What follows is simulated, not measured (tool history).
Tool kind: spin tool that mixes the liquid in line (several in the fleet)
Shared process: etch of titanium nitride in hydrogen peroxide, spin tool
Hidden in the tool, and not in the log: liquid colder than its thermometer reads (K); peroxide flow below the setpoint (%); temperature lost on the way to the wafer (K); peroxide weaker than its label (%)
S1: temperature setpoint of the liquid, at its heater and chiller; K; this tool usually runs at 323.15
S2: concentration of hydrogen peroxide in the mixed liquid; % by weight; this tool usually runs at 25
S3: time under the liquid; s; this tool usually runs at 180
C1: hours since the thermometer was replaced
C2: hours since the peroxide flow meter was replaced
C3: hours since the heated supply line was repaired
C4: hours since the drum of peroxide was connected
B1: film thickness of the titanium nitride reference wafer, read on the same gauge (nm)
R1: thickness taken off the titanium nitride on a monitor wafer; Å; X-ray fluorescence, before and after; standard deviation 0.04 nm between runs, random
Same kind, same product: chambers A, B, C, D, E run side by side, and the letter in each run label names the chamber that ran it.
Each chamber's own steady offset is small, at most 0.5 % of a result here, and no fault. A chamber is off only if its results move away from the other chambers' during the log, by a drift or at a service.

run,hour,S1,S2,S3,C1,C2,C3,C4,B1,R1
1B,6.6,323.15,25,180,1291.7,287.8,896.3,502.4,119.99,69.278
2D,17.8,323.15,25,180,167.8,2132.4,1081,314,119.99,69.108
3A,27.1,323.15,25,180,1765.8,1133.6,544.2,681.5,119.99,69.199
4E,35.3,323.15,25,180,1010,389,1437.2,158.4,120.02,68.54
5C,47.1,323.15,25,180,1675.2,586.3,1037.3,652.3,120.04,69.561
6D,53.3,323.15,25,180,203.3,2167.9,1116.5,349.5,119.99,69.381
7E,61.8,323.15,25,180,1036.5,415.5,1463.7,184.9,120.02,69.015
# hour 62.9: chamber C: new drum of peroxide connected
8C,68.1,323.15,25,180,1696.2,607.3,1058.3,5.3,120,68.963
9A,77.4,323.15,25,180,1816.1,1183.9,594.5,731.8,120.02,68.392
# hour 81.1: chamber A: peroxide flow meter replaced
# hour 81.8: chamber D: new drum of peroxide connected
10B,83.8,323.15,25,180,1368.9,365,973.5,579.6,120.02,68.21
11B,91.2,323.15,25,180,1376.3,372.4,980.9,587,120.03,68.43
12D,97.7,323.15,25,180,247.7,2212.3,1160.9,16,119.99,69.139
13A,104.2,323.15,25,180,1842.9,23.2,621.3,758.6,120.03,67.902
14E,114.4,323.15,25,180,1089.1,468.1,1516.3,237.5,119.98,69.375
15C,122.8,323.15,25,180,1750.9,662,1113,60,120.03,69.631
# hour 133.5: chamber B: peroxide flow meter replaced
16B,134.6,323.15,25,180,1419.7,1.1,1024.3,630.4,120.04,68.942
17A,143.8,323.15,25,180,1882.5,62.8,660.9,798.2,119.98,67.552
18E,152.7,323.15,25,180,1127.4,506.4,1554.6,275.8,119.99,69.845
19C,161.8,323.15,25,180,1789.9,701,1152,99,120,69.423
# hour 161.9: chamber B: new drum of peroxide connected
20D,169.9,323.15,25,180,319.9,2284.5,1233.1,88.2,120.02,69.442
21E,176.1,323.15,25,180,1150.8,529.8,1578,299.2,120.01,69.683
22C,186.5,323.15,25,180,1814.6,725.7,1176.7,123.7,120.02,69.741
23A,192.4,323.15,25,180,1931.1,111.4,709.5,846.8,119.99,66.765
24D,198,323.15,25,180,348,2312.6,1261.2,116.3,120,69.219
25B,205.7,323.15,25,180,1490.8,72.2,1095.4,43.8,119.99,69.137
# hour 214.6: chamber A: new drum of peroxide connected
26E,215.3,323.15,19.5,260,1190,569,1617.2,338.4,119.99,95.249
27B,224.2,323.15,19.5,260,1509.3,90.7,1113.9,62.3,120.02,95.117
# hour 233.5: chamber D: peroxide flow meter replaced
28C,235.9,323.15,19.5,260,1864,775.1,1226.1,173.1,120,94.103
29A,242,323.15,19.5,260,1980.7,161,759.1,27.5,120.01,89.913
30D,251.9,323.15,19.5,260,401.9,18.4,1315.1,170.2,120.01,95.081

All 5 chambers run these settings next. Forecast each chamber's results:
31A,260.3,323.15,25,215,,,,,,?
31B,260.3,323.15,25,215,,,,,,?
31C,260.3,323.15,25,215,,,,,,?
31D,260.3,323.15,25,215,,,,,,?
31E,260.3,323.15,25,215,,,,,,?

run,R1
31A,78.228
31B,82.927
31C,83.416
31D,82.986
31E,82.754
